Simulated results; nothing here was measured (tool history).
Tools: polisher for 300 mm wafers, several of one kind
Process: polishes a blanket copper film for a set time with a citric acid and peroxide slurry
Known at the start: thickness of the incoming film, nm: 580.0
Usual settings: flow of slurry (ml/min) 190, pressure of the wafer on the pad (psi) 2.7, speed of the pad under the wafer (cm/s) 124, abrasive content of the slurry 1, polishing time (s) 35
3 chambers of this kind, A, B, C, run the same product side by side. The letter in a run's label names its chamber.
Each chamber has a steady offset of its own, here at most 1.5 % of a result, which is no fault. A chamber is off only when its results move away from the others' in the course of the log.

run   hour  flow of slurry (ml/min)  pressure of the wafer on the pad (psi)  speed of the pad under the wafer (cm/s)  abrasive content of the slurry  polishing time (s)  wafers polished on this pad  hours since the slurry nozzle was cleaned  hours since the head pressure was calibrated  hours since the slurry blender was calibrated  film removed (Å)
 1B   13.5                      190                                     2.7                                      124                               1                  35                          583                                        116                                           250                                          151.6            843.74
 2A   27.9                      190                                     2.7                                      124                               1                  35                          754                                      561.2                                         426.2                                          194.8            852.78
 3C   41.8                      190                                     2.7                                      124                               1                  35                          648                                      546.9                                         956.4                                          329.3            856.19
 4C   51.2                      190                                     2.7                                      124                               1                  35                          725                                      556.3                                         965.8                                          338.7            865.84
      54.5  -- chamber A: worn pad replaced by a new one
        55  -- chamber B: worn pad replaced by a new one
 5A   57.7                      190                                     2.7                                      124                               1                  35                           26                                        591                                           456                                          224.6            858.77
      59.9  -- chamber C: slurry nozzle cleaned
 6B   66.4                      190                                     2.7                                      124                               1                  35                           93                                      168.9                                         302.9                                          204.5             851.3
        67  -- chamber A: slurry blender recalibrated
 7A   76.1                      190                                     2.7                                      124                               1                  35                          177                                      609.4                                         474.4                                            9.2             849.1
      82.1  -- chamber B: slurry blender recalibrated
 8C   86.9                      190                                     2.7                                      124                               1                  35                         1018                                         27                                        1001.5                                          374.4             853.3
 9B  101.8                      190                                     2.7                                      124                               1                  35                          384                                      204.3                                         338.3                                           19.7            852.79
10B  112.1                      190                                     2.7                                      124                               1                  35                          469                                      214.6                                         348.6                                             30            855.88
     122.8  -- chamber C: slurry blender recalibrated
11C  123.8                      190                                     2.7                                      124                               1                  35                         1321                                       63.9                                        1038.4                                              1            862.39
12A  137.5                      190                                     2.7                                      124                               1                  35                          681                                      670.8                                         535.8                                           70.6            866.58
13C  144.2                      190                                     2.7                                      124                            1.15                  39                         1489                                       84.3                                        1058.8                                           21.4            964.42
     153.6  -- chamber B: worn pad replaced by a new one
14A    158                      190                                     2.7                                      124                            1.15                  39                          850                                      691.3                                         556.3                                           91.1            983.76
15B  169.1                      190                                     2.7                                      124                            1.15                  39                          127                                      271.6                                         405.6                                             87            977.86
     175.4  -- chamber A: slurry nozzle cleaned
16C  176.6                      190                                     2.7                                      124                               1                  35                         1755                                      116.7                                        1091.2                                           53.8            853.82
17A  185.4                      190                                     2.7                                      124                               1                  35                         1075                                       10.1                                         583.7                                          118.5            855.86
18B  197.4                      190                                     2.7                                      124                               1                  35                          360                                      299.9                                         433.9                                          115.3            879.79
     204.3  -- chamber A: worn pad replaced by a new one
19B    210                      190                                     2.7                                      150                               1                  41                          463                                      312.5                                         446.5                                          127.9            1224.2
20C  219.9                      190                                     2.7                                      150                               1                  41                         2111                                        160                                        1134.5                                           97.1            1182.8
21A  234.2                      190                                     2.7                                      150                               1                  41                          246                                       58.9                                         632.5                                          167.3              1198
22B  246.9                      190                                     2.7                                      124                               1                  35                          766                                      349.4                                         483.4                                          164.8            840.65
     256.4  -- chamber B: slurry nozzle cleaned
23C  257.1                      190                                     2.7                                      124                               1                  35                         2416                                      197.2                                        1171.7                                          134.3            832.99
24A  268.5                      190                                     2.7                                      124                               1                  35                          527                                       93.2                                         666.8                                          201.6            857.49
     271.8  -- chamber B: slurry blender recalibrated
     273.4  -- chamber B: worn pad replaced by a new one
25C  278.7                      190                                     2.7                                      124                               1                  35                         2594                                      218.8                                        1193.3                                          155.9            804.74
26B  288.2                      190                                     2.7                                      124                               1                  35                          121                                       31.9                                         524.7                                           16.4            848.04
27A  297.2                      190                                     2.7                                      124                               1                  35                          763                                      121.9                                         695.5                                          230.3            873.48
28B  309.4                      190                                     2.7                                      124                               1                  35                          296                                       53.1                                         545.9                                           37.6             847.9
29A  317.5                      150                                     2.7                                       94                               1                  35                          930                                      142.2                                         715.8                                          250.6            625.57
30C  326.8                      150                                     2.7                                       94                               1                  35                         2989                                      266.9                                        1241.4                                            204            583.76
31A  340.5                      150                                     2.7                                       94                               1                  35                         1119                                      165.2                                         738.8                                          273.6            631.38
     340.6  -- chamber A: worn pad replaced by a new one
32C  347.7                      190                                     2.7                                      124                               1                  35                         3161                                      287.8                                        1262.3                                          224.9            796.93
33B  356.8                      190                                     2.7                                      124                               1                  35                          685                                      100.5                                         593.3                                             85            862.28
34B  365.7                      190                                     2.7                                      124                               1                  35                          758                                      109.4                                         602.2                                           93.9            868.88
     366.5  -- chamber A: slurry blender recalibrated
35C  379.2                      190                                     2.7                                      124                               1                  35                         3419                                      319.3                                        1293.8                                          256.4            784.94
36A  387.4                      190                                     2.7                                      124                               1                  35                          384                                      212.1                                         785.7                                             21            854.48

Is one chamber off against the others, does the gauge drift, or is nothing wrong? If a chamber is off, say which, and what the likeliest cause is.

Chamber C drifts away from the others.
Cause: removal rate lost through wear of the pad, % = 8.75.
The log may not tell that from: slurry flow missing at the pad, %; head's pressure below its setpoint, %; abrasive missing from the slurry, %.

Here are 4 candidates for chamber C's next run, each the usual settings with a change, their results left as question marks. Which one brings its results back in line with what the others give on the usual settings?
In line means no further than this from the other chambers' mean on the usual settings: film removed (Å) 34
37C-1  398.1                      190                                     2.6                                      124                               1                  33                                                                                                                                                                                      ?
37C-2  398.1                      190                                     2.7                                      148                               1                  35                                                                                                                                                                                      ?
37C-3  398.1                      190                                     2.7                                      136                               1                  35                                                                                                                                                                                      ?
37C-4  398.1                      185                                     2.7                                      104                            0.95                  35                                                                                                                                                                                      ?

The other chambers' mean on the usual settings: film removed (Å) 855.04
  run  film removed (Å)
37C-1            706.93
37C-2            925.21
37C-3            851.77
37C-4            646.44
37C-3 brings the chamber back in line.
